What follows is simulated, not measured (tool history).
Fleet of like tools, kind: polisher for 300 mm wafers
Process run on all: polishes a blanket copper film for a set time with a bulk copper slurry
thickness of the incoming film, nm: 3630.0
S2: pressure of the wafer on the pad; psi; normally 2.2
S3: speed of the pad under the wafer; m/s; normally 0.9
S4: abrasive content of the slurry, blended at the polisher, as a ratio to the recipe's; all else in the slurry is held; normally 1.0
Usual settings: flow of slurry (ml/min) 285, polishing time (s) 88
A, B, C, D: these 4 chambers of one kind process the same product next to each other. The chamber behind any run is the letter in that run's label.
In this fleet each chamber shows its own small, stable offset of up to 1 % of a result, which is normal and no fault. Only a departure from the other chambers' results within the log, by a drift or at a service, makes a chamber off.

Run 1B, hour 6.4: usual settings. Result: film removed (nm) 652.51.
Run 2A, hour 17.3: usual settings. Result: film removed (nm) 644.74.
Run 3D, hour 27.7: usual settings. Result: film removed (nm) 651.04.
Run 4C, hour 38.3: usual settings. Result: film removed (nm) 650.90.
Run 5B, hour 49.9: usual settings. Result: film removed (nm) 647.03.
Run 6A, hour 57.6: usual settings. Result: film removed (nm) 649.59.
At hour 57.8: chamber A: worn pad replaced by a new one.
At hour 58.0: chamber C: slurry nozzle cleaned.
At hour 63.2: chamber D: worn pad replaced by a new one.
Run 7C, hour 70.0: usual settings. Result: film removed (nm) 650.72.
Run 8D, hour 76.7: usual settings but S2 1.8 psi. Result: film removed (nm) 534.12.
Run 9C, hour 88.1: usual settings but S2 1.8 psi. Result: film removed (nm) 534.13.
Run 10B, hour 94.9: usual settings but S2 1.8 psi. Result: film removed (nm) 533.79.
At hour 99.0: chamber B: worn pad replaced by a new one.
Run 11A, hour 106.1: usual settings but S2 1.8 psi. Result: film removed (nm) 526.48.
Run 12D, hour 112.7: usual settings. Result: film removed (nm) 657.12.
At hour 114.1: chamber C: slurry blender recalibrated.
Run 13B, hour 119.7: usual settings. Result: film removed (nm) 649.02.
Run 14A, hour 130.0: usual settings but flow of slurry (ml/min) 370, S2 1.5 psi. Result: film removed (nm) 450.70.
Run 15C, hour 138.0: usual settings but flow of slurry (ml/min) 370, S2 1.5 psi. Result: film removed (nm) 454.07.
Run 16D, hour 144.1: usual settings but flow of slurry (ml/min) 370, S2 1.5 psi. Result: film removed (nm) 451.51.
At hour 149.6: chamber C: worn pad replaced by a new one.
At hour 151.1: chamber D: worn pad replaced by a new one.
Run 17D, hour 151.4: usual settings but flow of slurry (ml/min) 370, S2 1.5 psi. Result: film removed (nm) 450.27.
At hour 156.2: chamber A: slurry nozzle cleaned.
Run 18A, hour 161.6: usual settings. Result: film removed (nm) 664.05.
At hour 170.4: chamber B: head pressure recalibrated.
Run 19C, hour 170.8: usual settings. Result: film removed (nm) 646.66.
Run 20B, hour 180.9: usual settings. Result: film removed (nm) 641.56.
Run 21B, hour 192.3: usual settings. Result: film removed (nm) 648.47.
Run 22A, hour 199.6: usual settings. Result: film removed (nm) 668.43.
Run 23C, hour 211.1: usual settings. Result: film removed (nm) 648.01.
At hour 216.6: chamber A: slurry blender recalibrated.
At hour 221.8: chamber A: worn pad replaced by a new one.
Run 24D, hour 222.6: usual settings. Result: film removed (nm) 646.15.
At hour 225.3: chamber D: worn pad replaced by a new one.
Run 25B, hour 228.2: usual settings. Result: film removed (nm) 646.73.
At hour 238.1: chamber D: slurry blender recalibrated.
Run 26A, hour 239.3: usual settings but S4 1.2. Result: film removed (nm) 687.94.
At hour 240.2: chamber B: slurry blender recalibrated.
Run 27D, hour 247.3: usual settings but S4 1.2. Result: film removed (nm) 677.31.
At hour 248.9: chamber B: worn pad replaced by a new one.
Run 28C, hour 255.4: usual settings but S4 1.2. Result: film removed (nm) 670.05.
Run 29A, hour 261.6: usual settings but S4 1.2. Result: film removed (nm) 698.11.
Run 30C, hour 267.5: usual settings. Result: film removed (nm) 647.32.
At hour 272.3: chamber C: slurry blender recalibrated.
Run 31B, hour 274.0: usual settings but flow of slurry (ml/min) 335. Result: film removed (nm) 657.53.
Run 32D, hour 284.7: usual settings but flow of slurry (ml/min) 335. Result: film removed (nm) 661.60.
Run 33B, hour 293.1: usual settings but flow of slurry (ml/min) 335. Result: film removed (nm) 657.65.
Run 34A, hour 301.8: usual settings but flow of slurry (ml/min) 335. Result: film removed (nm) 697.40.
At hour 311.8: chamber D: worn pad replaced by a new one.
Run 35C, hour 314.1: usual settings. Result: film removed (nm) 643.16.
Run 36D, hour 324.3: usual settings. Result: film removed (nm) 656.04.
Run 37C, hour 331.4: usual settings. Result: film removed (nm) 644.75.
Run 38A, hour 337.7: usual settings. Result: film removed (nm) 685.66.
Run 39B, hour 346.6: usual settings. Result: film removed (nm) 649.03.
Run 40D, hour 358.8: usual settings. Result: film removed (nm) 649.58.
Run 41A, hour 365.1: usual settings. Result: film removed (nm) 699.53.

Next, every chamber runs the same settings. What will each give?
Run 42A, hour 374.0: usual settings. Result: film removed (nm) ?.
Run 42B, hour 374.0: usual settings. Result: film removed (nm) ?.
Run 42C, hour 374.0: usual settings. Result: film removed (nm) ?.
Run 42D, hour 374.0: usual settings. Result: film removed (nm) ?.

run  film removed (nm)
42A             693.15
42B             651.73
42C             640.72
42D             642.28
